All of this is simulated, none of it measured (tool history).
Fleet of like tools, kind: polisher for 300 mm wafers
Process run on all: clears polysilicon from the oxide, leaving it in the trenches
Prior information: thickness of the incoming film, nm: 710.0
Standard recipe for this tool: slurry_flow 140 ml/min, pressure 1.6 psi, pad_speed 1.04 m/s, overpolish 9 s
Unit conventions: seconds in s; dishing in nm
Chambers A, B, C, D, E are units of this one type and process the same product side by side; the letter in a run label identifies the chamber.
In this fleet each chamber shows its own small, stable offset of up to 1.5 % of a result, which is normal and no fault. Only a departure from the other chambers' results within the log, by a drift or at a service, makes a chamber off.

| run | day | slurry_flow | pressure | pad_speed | overpolish | seconds | dishing |
|---|---|---|---|---|---|---|---|
| 1E | 0.471 | 140 | 1.6 | 1.04 | 9 | 71.991 | 35.422 |
| 2D | 0.796 | 140 | 1.6 | 1.04 | 9 | 71.305 | 35.565 |
| 3A | 1.196 | 140 | 1.6 | 1.04 | 9 | 72.686 | 34.815 |
|  | 1.242 | chamber A: worn pad replaced by a new one |
| 4B | 1.712 | 140 | 1.6 | 1.04 | 9 | 71.036 | 36.040 |
|  | 1.996 | chamber B: worn pad replaced by a new one |
| 5C | 2.017 | 140 | 1.6 | 1.04 | 9 | 71.941 | 35.223 |
|  | 2.104 | chamber D: worn pad replaced by a new one |
|  | 2.462 | chamber C: worn pad replaced by a new one |
| 6C | 2.525 | 140 | 1.6 | 1.04 | 9 | 71.334 | 34.741 |
| 7A | 3.150 | 140 | 1.6 | 1.04 | 9 | 71.275 | 35.522 |
|  | 3.696 | chamber E: worn pad replaced by a new one |
| 8B | 3.754 | 140 | 1.6 | 1.04 | 9 | 69.837 | 35.596 |
| 9E | 4.125 | 140 | 1.6 | 1.04 | 9 | 71.702 | 35.025 |
| 10D | 4.746 | 140 | 1.6 | 1.04 | 9 | 73.358 | 35.425 |
| 11D | 5.329 | 140 | 1.6 | 1.04 | 9 | 71.762 | 34.568 |
| 12C | 5.767 | 140 | 1.6 | 1.04 | 9 | 71.917 | 35.280 |
|  | 5.825 | chamber E: slurry nozzle cleaned |
|  | 5.908 | chamber B: slurry nozzle cleaned |
| 13A | 6.042 | 140 | 1.6 | 1.04 | 9 | 72.263 | 34.686 |
| 14B | 6.575 | 140 | 1.6 | 1.30 | 11 | 57.544 | 37.706 |
|  | 6.604 | chamber C: worn pad replaced by a new one |
| 15E | 7.158 | 140 | 1.6 | 1.30 | 11 | 57.141 | 39.182 |
| 16E | 7.462 | 140 | 1.6 | 1.30 | 11 | 58.045 | 38.884 |
|  | 7.692 | chamber C: slurry nozzle cleaned |
| 17A | 7.779 | 140 | 1.6 | 1.30 | 11 | 57.207 | 38.239 |
| 18D | 8.400 | 140 | 1.6 | 1.30 | 11 | 57.555 | 38.489 |
|  | 8.533 | chamber B: worn pad replaced by a new one |
|  | 8.604 | chamber A: worn pad replaced by a new one |
| 19C | 8.788 | 140 | 1.6 | 1.04 | 9 | 71.573 | 35.253 |
| 20B | 9.083 | 140 | 1.6 | 1.04 | 9 | 69.813 | 35.980 |
| 21E | 9.425 | 140 | 1.0 | 1.04 | 9 | 114.890 | 29.169 |
| 22B | 9.858 | 140 | 1.0 | 1.04 | 9 | 112.140 | 29.943 |
| 23D | 10.196 | 140 | 1.0 | 1.04 | 9 | 117.700 | 30.298 |
|  | 10.421 | chamber C: worn pad replaced by a new one |
| 24A | 10.588 | 140 | 1.0 | 1.04 | 9 | 117.130 | 30.078 |
| 25C | 11.008 | 140 | 1.0 | 1.04 | 9 | 112.720 | 29.291 |
|  | 11.562 | chamber E: head pressure recalibrated |
| 26A | 11.588 | 140 | 1.6 | 1.04 | 9 | 71.205 | 35.419 |
|  | 11.596 | chamber D: worn pad replaced by a new one |
| 27C | 11.933 | 140 | 1.6 | 1.04 | 9 | 69.595 | 36.350 |
|  | 12.217 | chamber D: slurry nozzle cleaned |
| 28B | 12.533 | 140 | 1.6 | 1.04 | 9 | 72.320 | 35.550 |
| 29D | 13.158 | 140 | 1.6 | 1.04 | 9 | 70.995 | 35.812 |
| 30E | 13.725 | 140 | 1.6 | 1.04 | 9 | 71.812 | 35.673 |
|  | 13.908 | chamber E: worn pad replaced by a new one |
|  | 14.317 | chamber C: worn pad replaced by a new one |
| 31D | 14.342 | 140 | 1.6 | 1.04 | 9 | 72.640 | 35.807 |
| 32B | 14.625 | 140 | 1.6 | 1.04 | 9 | 71.791 | 35.326 |
| 33E | 15.050 | 140 | 1.6 | 1.30 | 13 | 57.624 | 39.493 |
|  | 15.275 | chamber B: worn pad replaced by a new one |
| 34C | 15.446 | 140 | 1.6 | 1.30 | 13 | 56.244 | 38.361 |
| 35A | 15.817 | 140 | 1.6 | 1.30 | 13 | 57.497 | 38.105 |
| 36E | 16.425 | 140 | 1.6 | 1.30 | 13 | 58.724 | 40.087 |
|  | 16.433 | chamber A: worn pad replaced by a new one |
|  | 16.533 | chamber C: slurry nozzle cleaned |
| 37B | 16.933 | 140 | 1.6 | 1.30 | 13 | 58.036 | 38.483 |
| 38D | 17.288 | 140 | 1.6 | 1.04 | 9 | 71.239 | 35.560 |
|  | 17.342 | chamber A: slurry nozzle cleaned |
| 39A | 17.892 | 140 | 1.6 | 1.04 | 9 | 73.080 | 35.500 |
| 40C | 18.350 | 140 | 1.6 | 1.04 | 9 | 71.659 | 35.114 |
| 41A | 18.942 | 140 | 1.6 | 1.04 | 9 | 72.595 | 35.302 |

Each of the 5 chambers runs these same settings next. Fill in every chamber's results:
| 42A | 19.396 | 140 | 1.6 | 1.04 | 9 | ? | ? |
| 42B | 19.396 | 140 | 1.6 | 1.04 | 9 | ? | ? |
| 42C | 19.396 | 140 | 1.6 | 1.04 | 9 | ? | ? |
| 42D | 19.396 | 140 | 1.6 | 1.04 | 9 | ? | ? |
| 42E | 19.396 | 140 | 1.6 | 1.04 | 9 | ? | ? |

| run | seconds | dishing |
|---|---|---|
| 42A | 71.213 | 35.486 |
| 42B | 72.716 | 34.849 |
| 42C | 70.894 | 35.208 |
| 42D | 72.433 | 34.990 |
| 42E | 70.675 | 35.848 |
